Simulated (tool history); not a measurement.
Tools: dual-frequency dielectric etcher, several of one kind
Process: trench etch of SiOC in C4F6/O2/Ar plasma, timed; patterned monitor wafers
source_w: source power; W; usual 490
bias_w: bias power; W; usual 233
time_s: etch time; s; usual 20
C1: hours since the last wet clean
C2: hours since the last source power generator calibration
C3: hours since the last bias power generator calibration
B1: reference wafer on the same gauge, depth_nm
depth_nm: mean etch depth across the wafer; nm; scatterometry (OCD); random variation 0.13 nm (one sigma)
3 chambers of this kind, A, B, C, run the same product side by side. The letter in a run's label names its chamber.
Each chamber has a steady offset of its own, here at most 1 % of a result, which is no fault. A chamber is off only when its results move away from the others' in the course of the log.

{"run": "1C", "hour": 4.8, "source_w": 490, "bias_w": 233, "time_s": 20, "C1": 239, "C2": 3269, "C3": 130.4, "B1": 54.272, "depth_nm": 49.081}
{"run": "2A", "hour": 9.8, "source_w": 490, "bias_w": 233, "time_s": 20, "C1": 10.7, "C2": 865.3, "C3": 1876.7, "B1": 54.316, "depth_nm": 48.413}
{"run": "3B", "hour": 13.9, "source_w": 490, "bias_w": 233, "time_s": 20, "C1": 250.6, "C2": 4962.8, "C3": 593.6, "B1": 54.292, "depth_nm": 48.5}
{"run": "4C", "hour": 18.9, "source_w": 490, "bias_w": 233, "time_s": 20, "C1": 253.1, "C2": 3283.1, "C3": 144.5, "B1": 54.32, "depth_nm": 48.968}
{"run": "5B", "hour": 26.4, "source_w": 490, "bias_w": 233, "time_s": 20, "C1": 263.1, "C2": 4975.3, "C3": 606.1, "B1": 54.293, "depth_nm": 48.582}
{"run": "6A", "hour": 32.4, "source_w": 380, "bias_w": 216, "time_s": 20, "C1": 33.3, "C2": 887.9, "C3": 1899.3, "B1": 54.316, "depth_nm": 42.987}
{"run": "7A", "hour": 38.1, "source_w": 380, "bias_w": 216, "time_s": 20, "C1": 39, "C2": 893.6, "C3": 1905, "B1": 54.276, "depth_nm": 42.988}
{"run": "8B", "hour": 41.9, "source_w": 380, "bias_w": 216, "time_s": 20, "C1": 278.6, "C2": 4990.8, "C3": 621.6, "B1": 54.302, "depth_nm": 42.792}
{"run": "9C", "hour": 48.5, "source_w": 490, "bias_w": 233, "time_s": 20, "C1": 282.7, "C2": 3312.7, "C3": 174.1, "B1": 54.279, "depth_nm": 48.756}
{"run": "10B", "hour": 57.0, "source_w": 490, "bias_w": 233, "time_s": 20, "C1": 293.7, "C2": 5005.9, "C3": 636.7, "B1": 54.301, "depth_nm": 48.458}
{"run": "11A", "hour": 63.0, "source_w": 490, "bias_w": 233, "time_s": 20, "C1": 63.9, "C2": 918.5, "C3": 1929.9, "B1": 54.301, "depth_nm": 48.771}
{"run": "12C", "hour": 67.1, "source_w": 490, "bias_w": 233, "time_s": 20, "C1": 301.3, "C2": 3331.3, "C3": 192.7, "B1": 54.295, "depth_nm": 48.97}
{"run": "13B", "hour": 73.6, "source_w": 490, "bias_w": 233, "time_s": 20, "C1": 310.3, "C2": 5022.5, "C3": 653.3, "B1": 54.309, "depth_nm": 48.305}
{"run": "14A", "hour": 80.2, "source_w": 490, "bias_w": 233, "time_s": 20, "C1": 81.1, "C2": 935.7, "C3": 1947.1, "B1": 54.292, "depth_nm": 48.622}
{"run": "15C", "hour": 85.6, "source_w": 490, "bias_w": 233, "time_s": 20, "C1": 319.8, "C2": 3349.8, "C3": 211.2, "B1": 54.258, "depth_nm": 49.124}
{"run": "16C", "hour": 91.0, "source_w": 490, "bias_w": 233, "time_s": 20, "C1": 325.2, "C2": 3355.2, "C3": 216.6, "B1": 54.296, "depth_nm": 49.108}
{"run": "17B", "hour": 95.3, "source_w": 490, "bias_w": 233, "time_s": 20, "C1": 332, "C2": 5044.2, "C3": 675, "B1": 54.286, "depth_nm": 48.229}
{"run": "18A", "hour": 101.6, "source_w": 490, "bias_w": 233, "time_s": 20, "C1": 102.5, "C2": 957.1, "C3": 1968.5, "B1": 54.293, "depth_nm": 48.611}
{"run": "19C", "hour": 109.0, "source_w": 490, "bias_w": 233, "time_s": 20, "C1": 343.2, "C2": 3373.2, "C3": 234.6, "B1": 54.313, "depth_nm": 49.09}
{"run": "20B", "hour": 114.4, "source_w": 490, "bias_w": 233, "time_s": 20, "C1": 351.1, "C2": 5063.3, "C3": 694.1, "B1": 54.355, "depth_nm": 48.556}
{"run": "21A", "hour": 122.7, "source_w": 490, "bias_w": 233, "time_s": 20, "C1": 123.6, "C2": 978.2, "C3": 1989.6, "B1": 54.292, "depth_nm": 48.446}

Next, every chamber runs the same settings. What will each give?
{"run": "22A", "hour": 128.8, "source_w": 490, "bias_w": 201, "time_s": 20, "depth_nm": "?"}
{"run": "22B", "hour": 128.8, "source_w": 490, "bias_w": 201, "time_s": 20, "depth_nm": "?"}
{"run": "22C", "hour": 128.8, "source_w": 490, "bias_w": 201, "time_s": 20, "depth_nm": "?"}

run=22A depth_nm=46.143
run=22B depth_nm=46.166
run=22C depth_nm=46.664

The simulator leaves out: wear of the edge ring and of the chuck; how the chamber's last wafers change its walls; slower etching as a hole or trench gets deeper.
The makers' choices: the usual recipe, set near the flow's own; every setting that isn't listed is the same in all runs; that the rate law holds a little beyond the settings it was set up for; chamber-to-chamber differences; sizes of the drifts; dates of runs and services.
